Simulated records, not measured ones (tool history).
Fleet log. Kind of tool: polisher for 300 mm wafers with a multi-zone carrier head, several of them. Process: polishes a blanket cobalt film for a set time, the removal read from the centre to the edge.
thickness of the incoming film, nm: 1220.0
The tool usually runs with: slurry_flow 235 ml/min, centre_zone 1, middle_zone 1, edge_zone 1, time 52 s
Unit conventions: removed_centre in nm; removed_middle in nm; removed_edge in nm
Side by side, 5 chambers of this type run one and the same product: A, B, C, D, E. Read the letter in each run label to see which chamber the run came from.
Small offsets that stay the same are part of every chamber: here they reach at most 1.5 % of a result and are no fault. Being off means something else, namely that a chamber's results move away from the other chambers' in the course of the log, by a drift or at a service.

run,day,slurry_flow,centre_zone,middle_zone,edge_zone,time,wafers polished on this pad,hours since the slurry nozzle was cleaned,hours since the centre zone pressure was calibrated,hours since the edge zone pressure was calibrated,removed_centre,removed_middle,removed_edge
# day 0.171: chamber E: slurry nozzle cleaned
# day 0.221: chamber E: worn pad replaced by a new one
1C,0.271,235,1,1,1,52,91,416,708.5,656.4,196.7,195.22,192.98
2E,0.475,235,1,1,1,52,45,7.4,557.1,776.1,191.66,196.07,199.5
3B,0.604,235,1,1,1,52,570,103.4,719.7,100.6,196.8,198.3,196.79
4D,0.875,235,1,1,1,52,216,27.7,577,261.2,197.29,196.03,195.62
5A,1.017,235,1,1,1,52,1513,430.9,233.4,747.7,195.78,197.08,196.64
6A,1.179,235,1,1,1,52,1542,434.8,237.3,751.6,197.44,198.37,200.42
7C,1.421,235,1,1,1,52,296,443.6,736.1,684,197.39,194.77,197.9
# day 1.608: chamber A: worn pad replaced by a new one
8B,1.617,235,1,1,1,52,750,127.7,744,124.9,197.1,199.3,194.4
# day 1.742: chamber D: centre zone pressure recalibrated
9D,1.804,235,1,1,1,52,381,50,1.6,283.5,194.9,196.16,194.31
10E,2.083,235,1,1,1.06,52,332,46,595.7,814.7,198.79,195.99,202.64
11B,2.288,235,1,1,1.06,52,869,143.8,760.1,141,199.14,198.62,206.13
12E,2.562,235,1,1,1.06,52,417,57.5,607.2,826.2,200.13,198.88,200.36
# day 2.842: chamber B: centre zone pressure recalibrated
13C,2.85,235,1,1,1.06,52,550,477.9,770.4,718.3,198.86,193.31,199.69
14D,3.071,235,1,1,1.06,52,607,80.4,32,313.9,197.64,196.72,202.41
15A,3.271,235,1,1,1,52,296,485,287.5,801.8,198.94,197.16,196.79
# day 3.329: chamber C: worn pad replaced by a new one
16C,3.542,235,1,1,1,52,38,494.5,787,734.9,196.5,194.83,196.09
17B,3.692,235,1,1,1,52,1120,177.5,20.5,174.7,190.4,192.91,191.99
# day 3.954: chamber E: centre zone pressure recalibrated
18D,3.954,235,1,1,1,52,764,101.6,53.2,335.1,194.25,199.54,197.68
19A,4.158,235,1,1.12,1.05,52,454,506.3,308.8,823.1,194.11,218.01,201.78
20E,4.446,235,1,1.12,1.05,52,752,102.7,11.8,871.4,197.5,222.62,203.06
# day 4.504: chamber C: slurry nozzle cleaned
21D,4.625,235,1,1.12,1.05,52,884,117.7,69.3,351.2,195.12,219.98,195.72
# day 4.771: chamber D: worn pad replaced by a new one
22A,4.821,235,1,1.12,1.05,52,572,522.2,324.7,839,193,219.35,206.05
23E,5.05,235,1,1.12,1.05,52,860,117.2,26.3,885.9,197.97,221.75,202.08
24B,5.342,235,1,1,1,52,1413,217.1,60.1,214.3,185.33,191.37,187.77
25C,5.542,235,1,1,1,52,394,24.9,835,782.9,197.38,196.1,195.45
26B,5.779,235,1,1,1,52,1491,227.6,70.6,224.8,190.03,189.67,187.1
# day 5.829: chamber E: edge zone pressure recalibrated
27D,6.012,235,1,1,1,52,221,151,102.6,384.5,192.58,196.51,195.88
# day 6.079: chamber E: worn pad replaced by a new one
28C,6.217,235,0.9,1,1,52,514,41.1,851.2,799.1,180.58,197.22,195.02
29E,6.371,235,0.9,1,1,52,52,148.9,58,13.1,176.02,197.53,198.95
30A,6.612,235,0.9,1,1,52,891,565.2,367.7,882,177,202.11,197.64
31E,6.867,235,0.9,1,1,52,140,160.8,69.9,25,173.92,199.62,199.17
# day 6.879: chamber C: worn pad replaced by a new one
32D,7.017,235,0.9,1,1,52,400,175.1,126.7,408.6,172.41,193.24,190.08
33C,7.183,235,1,1,1,52,54,64.3,874.4,822.3,200.35,197.99,198.34
34A,7.425,235,1,1,1,52,1036,584.7,387.2,901.5,196.93,197.19,198
35B,7.625,235,1.1,1,1,52,1820,271.9,114.9,269.1,201.32,184.07,180.03
36C,7.771,235,1.1,1,1,52,159,78.4,888.5,836.4,221.55,193.83,195.23
37E,7.971,235,1.1,1,1,52,337,187.3,96.4,51.5,217.98,198.49,198.17
38B,8.208,235,1.1,1,1,52,1924,285.9,128.9,283.1,202.8,180.49,182.85
39A,8.412,235,1.1,1,1,52,1211,608.4,410.9,925.2,217.12,195.37,194.43
40D,8.704,235,1,1,1,52,700,215.6,167.2,449.1,192.63,197.28,197.17
41C,8.838,235,1,1,1,52,349,104,914.1,862,203.11,198.14,199.15
42E,9.129,235,1,1,1,52,543,215.1,124.2,79.3,198.47,196.82,193.47

Decide between three cases: one chamber stands off from its peers, the gauge reading all wafers drifts, or nothing is wrong past each chamber's small offset. Where a chamber is off, say which and what most likely put it there.

Little by little, chamber B moves away from the other chambers.
Most likely cause: removal rate lost through wear of the pad, % = 8.59.
The log may not tell that from: slurry flow missing at the pad, %.

Here are 4 candidates for chamber B's next run, each the usual settings with a change, their results left as question marks. Which one brings its results back in line with what the others give on the usual settings?
A result is in line if it is within this distance of the other chambers' mean on the usual settings: removed_centre 7.9 nm; removed_middle 6.4 nm; removed_edge 7 nm
43B-1,9.338,235,1,1,1,54,,,,,?,?,?
43B-2,9.338,235,1,1,1,50,,,,,?,?,?
43B-3,9.338,235,0.99,1,1,48,,,,,?,?,?
43B-4,9.338,235,1,1,1.01,57,,,,,?,?,?

Usual-settings mean across the other chambers: removed_centre 197.34 nm; removed_middle 197.04 nm; removed_edge 196.62 nm
run,removed_centre,removed_middle,removed_edge
43B-1,188.93,187.29,186.82
43B-2,174.94,173.42,172.98
43B-3,166.1,166.49,166.06
43B-4,199.43,197.69,198.24
With 43B-4, the chamber falls back in line with the rest.

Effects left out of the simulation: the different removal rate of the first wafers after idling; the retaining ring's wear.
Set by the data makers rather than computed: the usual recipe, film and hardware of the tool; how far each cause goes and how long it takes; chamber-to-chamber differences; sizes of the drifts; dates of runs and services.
